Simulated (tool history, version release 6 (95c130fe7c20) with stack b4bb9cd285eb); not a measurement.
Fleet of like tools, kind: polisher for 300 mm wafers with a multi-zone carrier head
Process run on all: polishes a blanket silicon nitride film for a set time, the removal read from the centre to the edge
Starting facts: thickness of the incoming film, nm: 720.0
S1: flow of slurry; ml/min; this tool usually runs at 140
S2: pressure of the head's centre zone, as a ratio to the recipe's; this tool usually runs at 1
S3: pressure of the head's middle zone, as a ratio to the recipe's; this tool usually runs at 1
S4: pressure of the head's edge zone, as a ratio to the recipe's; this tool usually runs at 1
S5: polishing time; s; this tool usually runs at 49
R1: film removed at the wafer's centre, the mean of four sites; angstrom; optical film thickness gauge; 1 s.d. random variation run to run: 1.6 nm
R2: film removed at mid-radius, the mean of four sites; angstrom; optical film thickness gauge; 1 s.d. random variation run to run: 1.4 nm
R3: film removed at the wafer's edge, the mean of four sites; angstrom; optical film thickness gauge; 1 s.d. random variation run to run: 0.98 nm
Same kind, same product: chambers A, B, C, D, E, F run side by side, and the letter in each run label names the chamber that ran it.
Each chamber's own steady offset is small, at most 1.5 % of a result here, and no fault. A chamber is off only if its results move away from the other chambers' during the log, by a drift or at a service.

Run 1E, day 0.225: usual settings. Result: R1 1114.6 angstrom, R2 1100.3 angstrom, R3 1134.9 angstrom.
At day 0.233: chamber E: slurry nozzle cleaned.
At day 0.254: chamber D: worn pad replaced by a new one.
At day 0.662: chamber B: worn pad replaced by a new one.
Run 2A, day 0.692: usual settings. Result: R1 1103.2 angstrom, R2 1107.7 angstrom, R3 1109.8 angstrom.
Run 3D, day 0.896: usual settings. Result: R1 1115.1 angstrom, R2 1135 angstrom, R3 1122 angstrom.
At day 1.175: chamber A: worn pad replaced by a new one.
At day 1.2: chamber A: slurry nozzle cleaned.
Run 4F, day 1.308: usual settings. Result: R1 1138.2 angstrom, R2 1118.4 angstrom, R3 1114.5 angstrom.
Run 5B, day 1.55: usual settings. Result: R1 1132.9 angstrom, R2 1100.2 angstrom, R3 1118.1 angstrom.
At day 1.583: chamber F: worn pad replaced by a new one.
At day 1.754: chamber C: worn pad replaced by a new one.
Run 6C, day 1.875: usual settings. Result: R1 1064.9 angstrom, R2 1122.8 angstrom, R3 1125.4 angstrom.
At day 2.004: chamber E: worn pad replaced by a new one.
Run 7D, day 2.221: usual settings. Result: R1 1120 angstrom, R2 1126.2 angstrom, R3 1111.1 angstrom.
Run 8A, day 2.692: usual settings. Result: R1 1109.1 angstrom, R2 1088.7 angstrom, R3 1128.4 angstrom.
Run 9C, day 3.025: usual settings. Result: R1 1105.4 angstrom, R2 1109.4 angstrom, R3 1105 angstrom.
Run 10E, day 3.388: usual settings. Result: R1 1107.5 angstrom, R2 1106.8 angstrom, R3 1144.2 angstrom.
At day 3.446: chamber D: worn pad replaced by a new one.
Run 11B, day 3.717: usual settings. Result: R1 1110.4 angstrom, R2 1109.6 angstrom, R3 1128.2 angstrom.
At day 3.846: chamber A: centre zone pressure recalibrated.
At day 3.867: chamber A: worn pad replaced by a new one.
Run 12F, day 4.175: usual settings. Result: R1 1133.6 angstrom, R2 1118.1 angstrom, R3 1112.7 angstrom.
At day 4.221: chamber D: centre zone pressure recalibrated.
Run 13D, day 4.388: usual settings. Result: R1 1129.9 angstrom, R2 1120.3 angstrom, R3 1106.3 angstrom.
At day 4.433: chamber B: worn pad replaced by a new one.
Run 14A, day 4.621: usual settings. Result: R1 1106.2 angstrom, R2 1133.8 angstrom, R3 1100.4 angstrom.
At day 5.05: chamber F: worn pad replaced by a new one.
Run 15F, day 5.075: usual settings. Result: R1 1142.7 angstrom, R2 1112.6 angstrom, R3 1092.5 angstrom.
At day 5.092: chamber C: worn pad replaced by a new one.
At day 5.417: chamber E: worn pad replaced by a new one.
Run 16C, day 5.471: usual settings. Result: R1 1098.3 angstrom, R2 1109.6 angstrom, R3 1112.4 angstrom.
Run 17E, day 5.821: usual settings. Result: R1 1122.8 angstrom, R2 1110.1 angstrom, R3 1133.5 angstrom.
Run 18B, day 6.138: usual settings but S5 58 s. Result: R1 1312.1 angstrom, R2 1325.6 angstrom, R3 1327.5 angstrom.
Run 19B, day 6.521: usual settings but S5 58 s. Result: R1 1293.1 angstrom, R2 1335.2 angstrom, R3 1321.3 angstrom.
At day 6.604: chamber A: worn pad replaced by a new one.
Run 20A, day 6.962: usual settings but S5 58 s. Result: R1 1333.7 angstrom, R2 1332.1 angstrom, R3 1334.3 angstrom.
At day 7.025: chamber D: worn pad replaced by a new one.
Run 21E, day 7.35: usual settings but S5 58 s. Result: R1 1340.9 angstrom, R2 1335.2 angstrom, R3 1315.7 angstrom.
At day 7.508: chamber C: edge zone pressure recalibrated.
At day 7.558: chamber B: worn pad replaced by a new one.
Run 22D, day 7.65: usual settings but S5 58 s. Result: R1 1302.2 angstrom, R2 1321.6 angstrom, R3 1331.9 angstrom.
At day 8.042: chamber E: centre zone pressure recalibrated.
Run 23F, day 8.125: usual settings but S5 58 s. Result: R1 1354.7 angstrom, R2 1311.8 angstrom, R3 1329.6 angstrom.
At day 8.171: chamber F: worn pad replaced by a new one.
At day 8.35: chamber C: worn pad replaced by a new one.
Run 24C, day 8.354: usual settings. Result: R1 1119.3 angstrom, R2 1100.6 angstrom, R3 1121 angstrom.
At day 8.383: chamber B: slurry nozzle cleaned.
At day 8.512: chamber E: edge zone pressure recalibrated.
Run 25A, day 8.567: usual settings. Result: R1 1120.5 angstrom, R2 1110.9 angstrom, R3 1147.7 angstrom.
At day 8.654: chamber E: worn pad replaced by a new one.
Run 26B, day 8.971: usual settings. Result: R1 1162.2 angstrom, R2 1095.8 angstrom, R3 1124.1 angstrom.
Run 27F, day 9.4: usual settings. Result: R1 1127.4 angstrom, R2 1118.5 angstrom, R3 1116 angstrom.
At day 9.446: chamber A: worn pad replaced by a new one.
Run 28E, day 9.821: usual settings but S5 58 s. Result: R1 1320.5 angstrom, R2 1300.6 angstrom, R3 1329.2 angstrom.
At day 10.167: chamber D: worn pad replaced by a new one.
Run 29D, day 10.288: usual settings but S5 58 s. Result: R1 1293 angstrom, R2 1298.1 angstrom, R3 1318.7 angstrom.
At day 10.571: chamber B: worn pad replaced by a new one.
Run 30C, day 10.675: usual settings but S5 58 s. Result: R1 1274.9 angstrom, R2 1312.2 angstrom, R3 1332.6 angstrom.
At day 11.092: chamber F: worn pad replaced by a new one.
Run 31C, day 11.096: usual settings but S5 58 s. Result: R1 1296.9 angstrom, R2 1300.5 angstrom, R3 1322.8 angstrom.
At day 11.258: chamber C: slurry nozzle cleaned.
At day 11.4: chamber C: worn pad replaced by a new one.
Run 32D, day 11.512: usual settings but S5 58 s. Result: R1 1280.1 angstrom, R2 1346.3 angstrom, R3 1321.5 angstrom.
Run 33B, day 11.821: usual settings but S5 58 s. Result: R1 1339.2 angstrom, R2 1307 angstrom, R3 1334.9 angstrom.
At day 12.246: chamber E: worn pad replaced by a new one.
Run 34F, day 12.258: usual settings. Result: R1 1152.8 angstrom, R2 1147.4 angstrom, R3 1106.9 angstrom.
At day 12.479: chamber A: worn pad replaced by a new one.
At day 12.492: chamber A: slurry nozzle cleaned.
Run 35E, day 12.704: usual settings. Result: R1 1116.9 angstrom, R2 1110.9 angstrom, R3 1128.6 angstrom.
At day 13.025: chamber D: slurry nozzle cleaned.
Run 36A, day 13.117: usual settings. Result: R1 1115.1 angstrom, R2 1111.2 angstrom, R3 1117.5 angstrom.
At day 13.362: chamber E: slurry nozzle cleaned.
At day 13.4: chamber B: worn pad replaced by a new one.
At day 13.421: chamber D: worn pad replaced by a new one.
Run 37A, day 13.542: usual settings. Result: R1 1105.4 angstrom, R2 1107.6 angstrom, R3 1114.6 angstrom.
Run 38C, day 13.933: usual settings but S4 0.91, S5 38 s. Result: R1 869.65 angstrom, R2 856.65 angstrom, R3 810.18 angstrom.
At day 13.958: chamber F: worn pad replaced by a new one.
Run 39F, day 14.25: usual settings but S4 0.91, S5 38 s. Result: R1 880.75 angstrom, R2 871.03 angstrom, R3 823.08 angstrom.
Run 40E, day 14.496: usual settings but S4 0.91, S5 38 s. Result: R1 893.46 angstrom, R2 847.48 angstrom, R3 838.94 angstrom.
Run 41B, day 14.967: usual settings but S4 0.91, S5 38 s. Result: R1 841.25 angstrom, R2 854.49 angstrom, R3 831.2 angstrom.
Run 42D, day 15.204: usual settings but S4 0.91, S5 38 s. Result: R1 878.26 angstrom, R2 865.48 angstrom, R3 813.66 angstrom.
Run 43E, day 15.646: usual settings but S4 0.91, S5 38 s. Result: R1 864.39 angstrom, R2 867.82 angstrom, R3 821.34 angstrom.

One chamber off, gauge drift, or nothing amiss beyond the chambers' own small offsets? If it is a chamber, which one, and what is the likeliest cause?

No chamber is off and the gauge is stable; the differences are just each chamber's small, constant offset.

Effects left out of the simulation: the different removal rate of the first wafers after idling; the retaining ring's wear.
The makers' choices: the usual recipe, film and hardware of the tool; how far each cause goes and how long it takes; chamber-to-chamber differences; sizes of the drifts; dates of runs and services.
